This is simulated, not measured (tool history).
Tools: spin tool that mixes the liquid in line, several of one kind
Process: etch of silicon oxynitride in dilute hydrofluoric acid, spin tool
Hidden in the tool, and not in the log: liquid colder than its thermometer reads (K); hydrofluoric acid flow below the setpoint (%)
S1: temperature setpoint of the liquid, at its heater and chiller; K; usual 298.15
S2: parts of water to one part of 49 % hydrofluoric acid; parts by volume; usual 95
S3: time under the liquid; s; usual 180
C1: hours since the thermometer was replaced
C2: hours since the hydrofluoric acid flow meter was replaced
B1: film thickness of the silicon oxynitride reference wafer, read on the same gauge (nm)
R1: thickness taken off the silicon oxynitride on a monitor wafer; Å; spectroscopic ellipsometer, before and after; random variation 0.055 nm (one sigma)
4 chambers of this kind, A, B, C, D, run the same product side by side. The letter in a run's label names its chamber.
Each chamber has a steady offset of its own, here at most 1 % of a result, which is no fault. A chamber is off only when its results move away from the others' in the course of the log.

run,day,S1,S2,S3,C1,C2,B1,R1
1D,0.588,298.15,95,180,1557.9,171.4,120.00,55.385
2A,1.004,298.15,95,180,400.4,35.0,120.01,55.315
3B,1.458,298.15,95,180,787.1,1559.4,119.99,55.220
4C,1.942,298.15,95,180,2227.8,1343.5,120.00,56.732
5C,2.483,298.15,95,180,2240.8,1356.5,120.01,55.300
6A,2.758,298.15,60,180,442.5,77.1,120.00,89.698
7D,3.200,298.15,60,180,1620.6,234.1,119.98,91.771
8B,3.758,298.15,60,180,842.3,1614.6,120.00,90.940
# day 4.062: chamber C: hydrofluoric acid flow meter replaced
9D,4.088,298.15,60,180,1641.9,255.4,119.99,88.866
10C,4.508,298.15,95,180,2289.4,10.7,119.99,55.620
11A,4.846,298.15,95,180,492.6,127.2,119.99,55.690
12B,5.146,298.15,95,180,875.6,1647.9,120.02,55.294
13C,5.538,298.15,95,180,2314.1,35.4,120.01,55.093
14A,6.025,298.15,95,180,520.9,155.5,119.98,55.796
15D,6.500,298.15,95,180,1699.8,313.3,119.98,55.806
16B,6.800,298.15,95,180,915.3,1687.6,119.98,55.843
17B,7.200,298.15,135,180,924.9,1697.2,119.99,38.000
18D,7.783,298.15,135,180,1730.6,344.1,119.98,37.544
19A,8.275,298.15,135,180,574.9,209.5,120.03,37.903
20C,8.833,298.15,135,180,2393.2,114.5,120.02,37.069
21B,9.179,298.15,95,180,972.4,1744.7,120.02,54.637
22D,9.442,298.15,95,180,1770.4,383.9,120.00,55.330
23A,9.725,298.15,95,180,609.7,244.3,120.01,54.320
24C,10.008,298.15,95,180,2421.4,142.7,120.01,55.833
25B,10.375,298.15,95,180,1001.1,1773.4,120.00,54.856
26C,10.646,298.15,95,180,2436.7,158.0,120.00,55.286
27A,11.046,298.15,95,180,641.4,276.0,119.99,54.513
28D,11.458,298.15,130,180,1818.8,432.3,119.99,39.281
29C,11.892,298.15,130,180,2466.6,187.9,120.00,38.766
30A,12.288,298.15,130,180,671.2,305.8,120.01,38.518
31B,12.567,298.15,130,180,1053.7,1826.0,120.00,39.088
32D,12.942,298.15,95,180,1854.4,467.9,119.99,56.085
33B,13.400,298.15,95,180,1073.7,1846.0,120.01,54.884
# day 13.733: chamber B: hydrofluoric acid flow meter replaced
34A,13.829,298.15,95,180,708.2,342.8,120.00,53.103
35D,14.158,298.15,95,180,1883.6,497.1,119.98,54.615
# day 14.350: chamber C: thermometer replaced
36C,14.679,298.15,95,180,8.0,254.8,120.02,55.731
37D,15.067,298.15,95,180,1905.4,518.9,119.99,55.001
38C,15.408,298.15,95,180,25.5,272.3,119.99,56.597
39A,15.971,298.15,95,180,759.6,394.2,119.99,53.071
40B,16.512,298.15,95,275,1148.4,66.8,120.01,85.872
41A,16.875,298.15,95,275,781.3,415.9,119.99,79.533
42B,17.333,298.15,95,275,1168.1,86.5,120.00,83.930
43C,17.592,298.15,95,275,77.9,324.7,120.01,85.498

Is one chamber off against the others, does the gauge drift, or is nothing wrong? If a chamber is off, say which, and what the likeliest cause is.

Chamber A drifts away from the others.
Cause: liquid colder than its thermometer reads (K) = 1.6.
The log may not tell that from: hydrofluoric acid flow below the setpoint (%).

Here are 4 candidates for chamber A's next run, each the usual settings with a change, their results left as question marks. Which one brings its results back in line with what the others give on the usual settings?
In line means no further than this from the other chambers' mean on the usual settings: R1 1.900 Å
44A-1,18.017,298.15,90,180,,,,?
44A-2,18.017,298.15,100,165,,,,?
44A-3,18.017,297.65,100,180,,,,?
44A-4,18.017,298.65,85,180,,,,?

The other chambers' mean on the usual settings: R1 55.575 Å
run,R1
44A-1,54.845
44A-2,44.949
44A-3,47.882
44A-4,59.660
44A-1 brings the chamber back in line.
